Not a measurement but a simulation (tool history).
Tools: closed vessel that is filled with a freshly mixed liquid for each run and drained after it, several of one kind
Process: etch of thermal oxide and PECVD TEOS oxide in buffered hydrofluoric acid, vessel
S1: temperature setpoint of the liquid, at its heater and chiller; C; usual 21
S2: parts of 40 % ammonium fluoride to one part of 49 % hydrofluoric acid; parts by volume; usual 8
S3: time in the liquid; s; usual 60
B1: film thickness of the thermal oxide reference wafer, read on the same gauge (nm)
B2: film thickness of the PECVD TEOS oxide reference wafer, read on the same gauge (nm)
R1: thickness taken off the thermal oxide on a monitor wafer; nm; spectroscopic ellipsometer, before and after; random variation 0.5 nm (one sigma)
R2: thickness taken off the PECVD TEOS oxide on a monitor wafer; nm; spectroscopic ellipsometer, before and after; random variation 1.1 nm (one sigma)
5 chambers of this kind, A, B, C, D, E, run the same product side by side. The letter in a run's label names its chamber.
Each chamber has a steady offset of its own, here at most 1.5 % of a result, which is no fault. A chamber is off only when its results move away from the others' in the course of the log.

Run 1E, hour 3.7: usual settings; B1 139.98; B2 79.964. Result: R1 70.126 nm, R2 150.28 nm.
Run 2D, hour 7.1: usual settings; B1 140.04; B2 80.011. Result: R1 70.905 nm, R2 149.95 nm.
Run 3C, hour 11: usual settings; B1 140; B2 79.996. Result: R1 69.436 nm, R2 152.68 nm.
Run 4A, hour 14.6: usual settings; B1 139.98; B2 79.994. Result: R1 69.885 nm, R2 150.31 nm.
Run 5B, hour 16.9: usual settings; B1 140.06; B2 80.017. Result: R1 70.158 nm, R2 149.64 nm.
Run 6A, hour 19.1: usual settings; B1 139.97; B2 79.998. Result: R1 69.966 nm, R2 151.13 nm.
Run 7C, hour 24: usual settings; B1 139.97; B2 80. Result: R1 70.506 nm, R2 152.03 nm.
Run 8E, hour 29.1: usual settings but S2 10 parts by volume, S3 95 s; B1 140.03; B2 79.992. Result: R1 92.393 nm, R2 194.2 nm.
Run 9D, hour 31.8: usual settings but S2 10 parts by volume, S3 95 s; B1 140.01; B2 80.025. Result: R1 91.507 nm, R2 196.47 nm.
Run 10B, hour 34.6: usual settings but S2 10 parts by volume, S3 95 s; B1 139.98; B2 80.007. Result: R1 90.286 nm, R2 193.57 nm.
Run 11A, hour 38.3: usual settings but S2 10 parts by volume, S3 95 s; B1 139.96; B2 79.999. Result: R1 91.117 nm, R2 196.65 nm.
Run 12D, hour 40.9: usual settings but S2 10 parts by volume, S3 95 s; B1 140.04; B2 80.018. Result: R1 92.572 nm, R2 194.45 nm.
Run 13C, hour 43.1: usual settings; B1 139.96; B2 80.014. Result: R1 70.656 nm, R2 152.04 nm.
Run 14B, hour 46.1: usual settings; B1 140.04; B2 79.978. Result: R1 68.997 nm, R2 148.46 nm.
Run 15E, hour 50.7: usual settings; B1 140.03; B2 79.983. Result: R1 69.689 nm, R2 150.26 nm.
Run 16C, hour 54.9: usual settings; B1 140.01; B2 80.003. Result: R1 70.875 nm, R2 151.97 nm.
Run 17B, hour 58: usual settings; B1 140.03; B2 80.05. Result: R1 69.743 nm, R2 148.53 nm.
Run 18E, hour 62.9: usual settings; B1 139.99; B2 80.004. Result: R1 70.193 nm, R2 150.7 nm.
Run 19D, hour 65.3: usual settings; B1 140; B2 79.981. Result: R1 70.343 nm, R2 149.33 nm.
Run 20A, hour 68.8: usual settings; B1 140.04; B2 79.96. Result: R1 70.434 nm, R2 151.8 nm.
Run 21A, hour 71.4: usual settings; B1 140; B2 79.994. Result: R1 70.913 nm, R2 151.01 nm.
Run 22B, hour 76.3: usual settings; B1 140.01; B2 79.993. Result: R1 69.389 nm, R2 149.71 nm.
Run 23D, hour 79.7: usual settings but S1 24 C; B1 140.02; B2 80.016. Result: R1 82.85 nm, R2 177.88 nm.
Run 24C, hour 84.1: usual settings but S1 24 C; B1 140.03; B2 79.999. Result: R1 82.953 nm, R2 179.12 nm.
Run 25E, hour 88.5: usual settings but S1 24 C; B1 140.01; B2 79.997. Result: R1 82.724 nm, R2 177.65 nm.
Run 26E, hour 92.5: usual settings but S1 24 C; B1 140.03; B2 79.998. Result: R1 82.459 nm, R2 178.27 nm.
Run 27D, hour 97.1: usual settings but S1 24 C; B1 140; B2 79.999. Result: R1 83.147 nm, R2 180.02 nm.
Run 28A, hour 100.8: usual settings but S2 10 parts by volume, S3 35 s; B1 139.96; B2 80. Result: R1 33.951 nm, R2 72.592 nm.
Run 29B, hour 103.3: usual settings but S2 10 parts by volume, S3 35 s; B1 140.02; B2 79.985. Result: R1 33.487 nm, R2 70.578 nm.
Run 30C, hour 107.4: usual settings but S2 10 parts by volume, S3 35 s; B1 140.05; B2 80.015. Result: R1 33.593 nm, R2 72.821 nm.
Run 31B, hour 110.4: usual settings but S2 10 parts by volume, S3 35 s; B1 139.99; B2 80.026. Result: R1 33.233 nm, R2 71.872 nm.
Run 32A, hour 114: usual settings but S2 10 parts by volume, S3 35 s; B1 140.04; B2 79.996. Result: R1 33.794 nm, R2 73.318 nm.
Run 33C, hour 118.5: usual settings; B1 140.01; B2 80.016. Result: R1 70.482 nm, R2 151.52 nm.
Run 34D, hour 122.8: usual settings; B1 140; B2 80.01. Result: R1 70.783 nm, R2 149.2 nm.

What goes on in this fleet: one chamber off, a drifting gauge, or nothing beyond the chambers' own small offsets? Name the chamber and the cause, if any.

No chamber stands off beyond its own small offset, and the gauge holds steady.
